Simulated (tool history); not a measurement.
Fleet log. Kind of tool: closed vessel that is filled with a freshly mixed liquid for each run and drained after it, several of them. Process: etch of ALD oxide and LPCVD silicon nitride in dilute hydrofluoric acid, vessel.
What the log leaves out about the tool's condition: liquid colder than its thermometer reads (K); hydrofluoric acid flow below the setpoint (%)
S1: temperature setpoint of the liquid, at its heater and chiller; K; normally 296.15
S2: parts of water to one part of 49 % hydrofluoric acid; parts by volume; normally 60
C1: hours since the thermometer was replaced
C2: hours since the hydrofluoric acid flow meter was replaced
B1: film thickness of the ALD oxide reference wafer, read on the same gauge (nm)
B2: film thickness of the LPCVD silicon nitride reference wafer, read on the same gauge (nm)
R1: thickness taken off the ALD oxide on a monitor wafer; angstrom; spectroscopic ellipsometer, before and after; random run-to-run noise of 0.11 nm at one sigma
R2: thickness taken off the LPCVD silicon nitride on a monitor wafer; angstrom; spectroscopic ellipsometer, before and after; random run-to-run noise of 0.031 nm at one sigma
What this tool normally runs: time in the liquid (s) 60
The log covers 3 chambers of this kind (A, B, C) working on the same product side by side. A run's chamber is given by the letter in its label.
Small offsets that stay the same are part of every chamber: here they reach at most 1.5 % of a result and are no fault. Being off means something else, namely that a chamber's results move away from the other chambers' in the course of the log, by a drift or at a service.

Run 1A, hour 10.7: usual settings; C1 597.6; C2 2058.1; B1 59.997; B2 120.01. Result: R1 121.4 angstrom, R2 4.2778 angstrom.
Run 2C, hour 21.8: usual settings; C1 591.4; C2 570.9; B1 60.006; B2 120. Result: R1 121.57 angstrom, R2 4.0505 angstrom.
Run 3B, hour 30.6: usual settings; C1 1568.4; C2 541.3; B1 60.01; B2 119.99. Result: R1 120.53 angstrom, R2 3.7775 angstrom.
Run 4C, hour 37: usual settings; C1 606.6; C2 586.1; B1 60.006; B2 119.99. Result: R1 120.9 angstrom, R2 3.9042 angstrom.
At hour 45: chamber A: hydrofluoric acid flow meter replaced.
Run 5A, hour 46.5: usual settings; C1 633.4; C2 1.5; B1 59.984; B2 120. Result: R1 121.94 angstrom, R2 3.9605 angstrom.
Run 6B, hour 52.6: usual settings; C1 1590.4; C2 563.3; B1 60.012; B2 120.01. Result: R1 118.33 angstrom, R2 3.9292 angstrom.
Run 7A, hour 58.8: usual settings; C1 645.7; C2 13.8; B1 59.974; B2 119.99. Result: R1 120.66 angstrom, R2 3.8692 angstrom.
Run 8B, hour 65.3: usual settings but S1 292.65 K, S2 85 parts by volume; C1 1603.1; C2 576; B1 59.981; B2 120.01. Result: R1 71.112 angstrom, R2 2.1833 angstrom.
Run 9C, hour 73.2: usual settings but S1 292.65 K, S2 85 parts by volume; C1 642.8; C2 622.3; B1 60.021; B2 119.98. Result: R1 69.853 angstrom, R2 1.8581 angstrom.
Run 10B, hour 82.3: usual settings but S1 292.65 K, S2 85 parts by volume; C1 1620.1; C2 593; B1 60.033; B2 120. Result: R1 71.101 angstrom, R2 2.0401 angstrom.
Run 11C, hour 93.2: usual settings but S1 292.15 K, S2 70 parts by volume; C1 662.8; C2 642.3; B1 60.026; B2 119.99. Result: R1 83.704 angstrom, R2 2.3446 angstrom.
Run 12A, hour 102.3: usual settings but S1 292.15 K, S2 70 parts by volume; C1 689.2; C2 57.3; B1 59.975; B2 119.99. Result: R1 87.749 angstrom, R2 2.5904 angstrom.
Run 13C, hour 111.3: usual settings but S1 292.15 K, S2 70 parts by volume; C1 680.9; C2 660.4; B1 59.969; B2 120. Result: R1 83.632 angstrom, R2 2.6091 angstrom.
Run 14A, hour 120.7: usual settings; C1 707.6; C2 75.7; B1 60.001; B2 120.01. Result: R1 122.19 angstrom, R2 3.7078 angstrom.
Run 15B, hour 133: usual settings; C1 1670.8; C2 643.7; B1 60.002; B2 120.01. Result: R1 121.46 angstrom, R2 3.4385 angstrom.
Run 16C, hour 145.7: usual settings but time in the liquid (s) 30; C1 715.3; C2 694.8; B1 60.017; B2 120.01. Result: R1 57.113 angstrom, R2 1.5566 angstrom.
Run 17B, hour 152.9: usual settings but time in the liquid (s) 30; C1 1690.7; C2 663.6; B1 60.002; B2 120. Result: R1 59.261 angstrom, R2 1.9071 angstrom.
Run 18A, hour 163.6: usual settings but time in the liquid (s) 30; C1 750.5; C2 118.6; B1 60.026; B2 119.98. Result: R1 61.15 angstrom, R2 1.8183 angstrom.
Run 19B, hour 171.2: usual settings; C1 1709; C2 681.9; B1 60.011; B2 120.01. Result: R1 119.53 angstrom, R2 3.9765 angstrom.
Run 20A, hour 183.6: usual settings; C1 770.5; C2 138.6; B1 59.976; B2 119.98. Result: R1 120.09 angstrom, R2 3.9104 angstrom.
Run 21C, hour 193.5: usual settings; C1 763.1; C2 742.6; B1 59.993; B2 119.99. Result: R1 110.85 angstrom, R2 3.4174 angstrom.

Predict what each chamber gives when all 3 of them run the settings below next.
Run 22A, hour 202.9: usual settings. Result: R1 ?, R2 ?.
Run 22B, hour 202.9: usual settings. Result: R1 ?, R2 ?.
Run 22C, hour 202.9: usual settings. Result: R1 ?, R2 ?.

run      R1      R2
22A   121.4  3.9773
22B  118.75  4.1825
22C  108.95  3.2084
